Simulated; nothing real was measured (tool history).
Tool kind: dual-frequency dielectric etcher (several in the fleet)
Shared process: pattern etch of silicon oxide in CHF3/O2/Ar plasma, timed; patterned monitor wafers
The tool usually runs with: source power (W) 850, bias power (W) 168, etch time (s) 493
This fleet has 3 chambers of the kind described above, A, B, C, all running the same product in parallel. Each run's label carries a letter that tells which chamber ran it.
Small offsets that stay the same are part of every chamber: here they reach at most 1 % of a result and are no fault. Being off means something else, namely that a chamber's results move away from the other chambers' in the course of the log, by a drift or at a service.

run,hour,source power (W),bias power (W),etch time (s),"read-back reference wafer on the same gauge, depth_nm",mean etch depth across the wafer (angstrom)
1C,10.0,850,168,493,990.70,10936
2B,16.1,850,168,493,990.06,10894
3A,25.1,850,168,493,990.79,10888
4C,31.2,850,168,493,990.28,10917
5B,40.7,850,168,493,989.85,10849
6A,49.8,850,168,493,990.17,10869
7B,56.2,850,208,493,989.88,11640
8C,66.3,850,208,493,990.35,11800
9A,75.4,850,208,493,990.12,11668
10C,86.4,850,168,493,989.60,10884
11B,92.0,850,190,614,989.80,14078
# hour 93.7: chamber C: wet clean of the chamber
12A,102.5,850,190,614,990.18,14109
13C,109.3,850,190,614,990.28,14563
14A,115.6,850,168,493,989.63,10782
15B,122.1,850,168,493,990.07,10843
16A,131.0,850,168,493,990.74,10837
17C,142.7,850,168,493,990.19,11187
18B,150.1,850,168,493,989.87,10871
19C,156.8,850,168,493,990.46,11185
20B,165.7,850,168,493,990.06,10886
21A,176.4,850,168,493,991.15,10886
22C,184.2,850,168,493,990.40,11149

For the next run the whole fleet of 3 chambers uses the same settings. Give each chamber's results:
23A,193.5,850,143,493,,?
23B,193.5,850,143,493,,?
23C,193.5,850,143,493,,?

run,mean etch depth across the wafer (angstrom)
23A,10272
23B,10336
23C,10659
